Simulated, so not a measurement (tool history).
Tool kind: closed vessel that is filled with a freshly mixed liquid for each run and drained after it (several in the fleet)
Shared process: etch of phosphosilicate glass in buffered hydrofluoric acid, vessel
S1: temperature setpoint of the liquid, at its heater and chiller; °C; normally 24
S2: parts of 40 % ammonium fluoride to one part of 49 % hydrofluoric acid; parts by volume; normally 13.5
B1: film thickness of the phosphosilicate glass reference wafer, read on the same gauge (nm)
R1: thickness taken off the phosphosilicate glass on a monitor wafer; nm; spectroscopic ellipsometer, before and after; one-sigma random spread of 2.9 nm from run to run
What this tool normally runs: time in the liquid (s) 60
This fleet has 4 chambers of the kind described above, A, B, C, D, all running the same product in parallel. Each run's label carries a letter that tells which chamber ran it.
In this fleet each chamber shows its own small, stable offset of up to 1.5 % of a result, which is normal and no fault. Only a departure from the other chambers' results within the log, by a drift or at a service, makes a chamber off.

{"run": "1A", "hour": 3.3, "S1": 24, "S2": 13.5, "time in the liquid (s)": 60, "B1": 80.011, "R1": 454.18}
{"run": "2B", "hour": 7.2, "S1": 24, "S2": 13.5, "time in the liquid (s)": 60, "B1": 80.005, "R1": 460.51}
{"run": "3C", "hour": 9.7, "S1": 24, "S2": 13.5, "time in the liquid (s)": 60, "B1": 79.984, "R1": 449.5}
{"run": "4D", "hour": 13.4, "S1": 24, "S2": 13.5, "time in the liquid (s)": 60, "B1": 80.009, "R1": 445.52}
{"run": "5A", "hour": 16.0, "S1": 24, "S2": 13.5, "time in the liquid (s)": 60, "B1": 79.991, "R1": 454.66}
{"run": "6D", "hour": 19.7, "S1": 24, "S2": 13.5, "time in the liquid (s)": 60, "B1": 80.023, "R1": 450.34}
{"run": "7C", "hour": 24.5, "S1": 24, "S2": 13.5, "time in the liquid (s)": 60, "B1": 79.988, "R1": 452.61}
{"run": "8B", "hour": 29.4, "S1": 24, "S2": 13.5, "time in the liquid (s)": 60, "B1": 79.992, "R1": 457.26}
{"run": "9D", "hour": 33.2, "S1": 24, "S2": 13.5, "time in the liquid (s)": 60, "B1": 79.989, "R1": 452.47}
{"run": "10A", "hour": 36.5, "S1": 24, "S2": 11.0, "time in the liquid (s)": 30, "B1": 79.989, "R1": 281.26}
{"run": "11C", "hour": 41.0, "S1": 24, "S2": 11.0, "time in the liquid (s)": 30, "B1": 80.001, "R1": 272.36}
{"run": "12B", "hour": 44.4, "S1": 24, "S2": 11.0, "time in the liquid (s)": 30, "B1": 80.025, "R1": 278.08}
{"run": "13A", "hour": 48.1, "S1": 24, "S2": 11.0, "time in the liquid (s)": 30, "B1": 80.014, "R1": 282.27}
{"run": "14D", "hour": 50.3, "S1": 21, "S2": 11.5, "time in the liquid (s)": 60, "B1": 79.987, "R1": 448.91}
{"run": "15B", "hour": 53.5, "S1": 21, "S2": 11.5, "time in the liquid (s)": 60, "B1": 80.001, "R1": 459.75}
{"run": "16C", "hour": 56.4, "S1": 21, "S2": 11.5, "time in the liquid (s)": 60, "B1": 79.996, "R1": 443.38}
{"run": "17D", "hour": 58.6, "S1": 21, "S2": 11.5, "time in the liquid (s)": 60, "B1": 79.999, "R1": 442.11}
{"run": "18B", "hour": 61.1, "S1": 24, "S2": 13.5, "time in the liquid (s)": 60, "B1": 80.019, "R1": 467.52}
{"run": "19A", "hour": 66.0, "S1": 24, "S2": 13.5, "time in the liquid (s)": 60, "B1": 80.009, "R1": 448.32}
{"run": "20C", "hour": 68.4, "S1": 24, "S2": 13.5, "time in the liquid (s)": 60, "B1": 79.998, "R1": 458.35}
{"run": "21C", "hour": 73.2, "S1": 24, "S2": 13.5, "time in the liquid (s)": 60, "B1": 80.011, "R1": 452.91}
{"run": "22A", "hour": 77.6, "S1": 24, "S2": 13.5, "time in the liquid (s)": 60, "B1": 79.991, "R1": 451.46}
{"run": "23B", "hour": 81.6, "S1": 24, "S2": 13.5, "time in the liquid (s)": 60, "B1": 79.975, "R1": 476.82}
{"run": "24D", "hour": 86.4, "S1": 24, "S2": 8.5, "time in the liquid (s)": 60, "B1": 79.994, "R1": 685.81}
{"run": "25B", "hour": 89.5, "S1": 24, "S2": 8.5, "time in the liquid (s)": 60, "B1": 79.985, "R1": 723.31}
{"run": "26A", "hour": 93.9, "S1": 24, "S2": 8.5, "time in the liquid (s)": 60, "B1": 79.996, "R1": 701.75}
{"run": "27C", "hour": 96.9, "S1": 24, "S2": 8.5, "time in the liquid (s)": 60, "B1": 80.014, "R1": 685.36}
{"run": "28D", "hour": 101.0, "S1": 24, "S2": 13.5, "time in the liquid (s)": 60, "B1": 79.982, "R1": 449.24}
{"run": "29A", "hour": 105.7, "S1": 24, "S2": 13.5, "time in the liquid (s)": 75, "B1": 79.998, "R1": 566.94}
{"run": "30B", "hour": 109.0, "S1": 24, "S2": 13.5, "time in the liquid (s)": 75, "B1": 79.992, "R1": 606.1}
{"run": "31D", "hour": 112.1, "S1": 24, "S2": 13.5, "time in the liquid (s)": 75, "B1": 79.991, "R1": 562.41}
{"run": "32C", "hour": 115.3, "S1": 24, "S2": 13.5, "time in the liquid (s)": 75, "B1": 79.996, "R1": 564.07}
{"run": "33B", "hour": 118.1, "S1": 26, "S2": 15.0, "time in the liquid (s)": 60, "B1": 80.016, "R1": 488.49}
{"run": "34A", "hour": 121.5, "S1": 26, "S2": 15.0, "time in the liquid (s)": 60, "B1": 79.994, "R1": 458.79}
{"run": "35C", "hour": 125.8, "S1": 26, "S2": 15.0, "time in the liquid (s)": 60, "B1": 80.0, "R1": 452.24}
{"run": "36D", "hour": 129.4, "S1": 26, "S2": 15.0, "time in the liquid (s)": 60, "B1": 80.002, "R1": 455.58}
{"run": "37C", "hour": 131.6, "S1": 24, "S2": 13.5, "time in the liquid (s)": 60, "B1": 79.995, "R1": 452.13}
{"run": "38D", "hour": 135.0, "S1": 24, "S2": 13.5, "time in the liquid (s)": 60, "B1": 79.987, "R1": 449.79}
{"run": "39A", "hour": 137.3, "S1": 24, "S2": 13.5, "time in the liquid (s)": 60, "B1": 79.983, "R1": 460.98}
{"run": "40B", "hour": 139.9, "S1": 24, "S2": 13.5, "time in the liquid (s)": 60, "B1": 80.006, "R1": 501.13}
{"run": "41A", "hour": 144.1, "S1": 24, "S2": 13.5, "time in the liquid (s)": 60, "B1": 79.987, "R1": 457.79}
{"run": "42D", "hour": 148.0, "S1": 24, "S2": 13.5, "time in the liquid (s)": 60, "B1": 80.036, "R1": 453.71}

What goes on in this fleet: one chamber off, a drifting gauge, or nothing beyond the chambers' own small offsets? Name the chamber and the cause, if any.

Little by little, chamber B moves away from the other chambers.
Most likely cause: liquid hotter than its thermometer reads (K) = 1.59.
The log might look much the same if the cause were instead: hydrofluoric acid flow above the setpoint (%).

Below are 4 candidate recipes for chamber B's next run, each the usual settings with a change, their results shown as question marks. Which of them brings B's results back in line with what the other chambers give on the usual settings?
Counts as in line when no further than this from what the other chambers average on the usual settings: R1 10.00 nm
{"run": "43B-1", "hour": 151.7, "S1": 25.0, "S2": 13.5, "time in the liquid (s)": 60, "R1": "?"}
{"run": "43B-2", "hour": 151.7, "S1": 23.0, "S2": 13.5, "time in the liquid (s)": 60, "R1": "?"}
{"run": "43B-3", "hour": 151.7, "S1": 24.5, "S2": 12.5, "time in the liquid (s)": 60, "R1": "?"}
{"run": "43B-4", "hour": 151.7, "S1": 22.0, "S2": 13.5, "time in the liquid (s)": 60, "R1": "?"}

The other chambers' mean on the usual settings: R1 452.58 nm
run=43B-1 R1=525.28
run=43B-2 R1=472.24
run=43B-3 R1=551.00
run=43B-4 R1=447.41
The answer is 43B-4, which returns the chamber to within the allowed miss of the others.

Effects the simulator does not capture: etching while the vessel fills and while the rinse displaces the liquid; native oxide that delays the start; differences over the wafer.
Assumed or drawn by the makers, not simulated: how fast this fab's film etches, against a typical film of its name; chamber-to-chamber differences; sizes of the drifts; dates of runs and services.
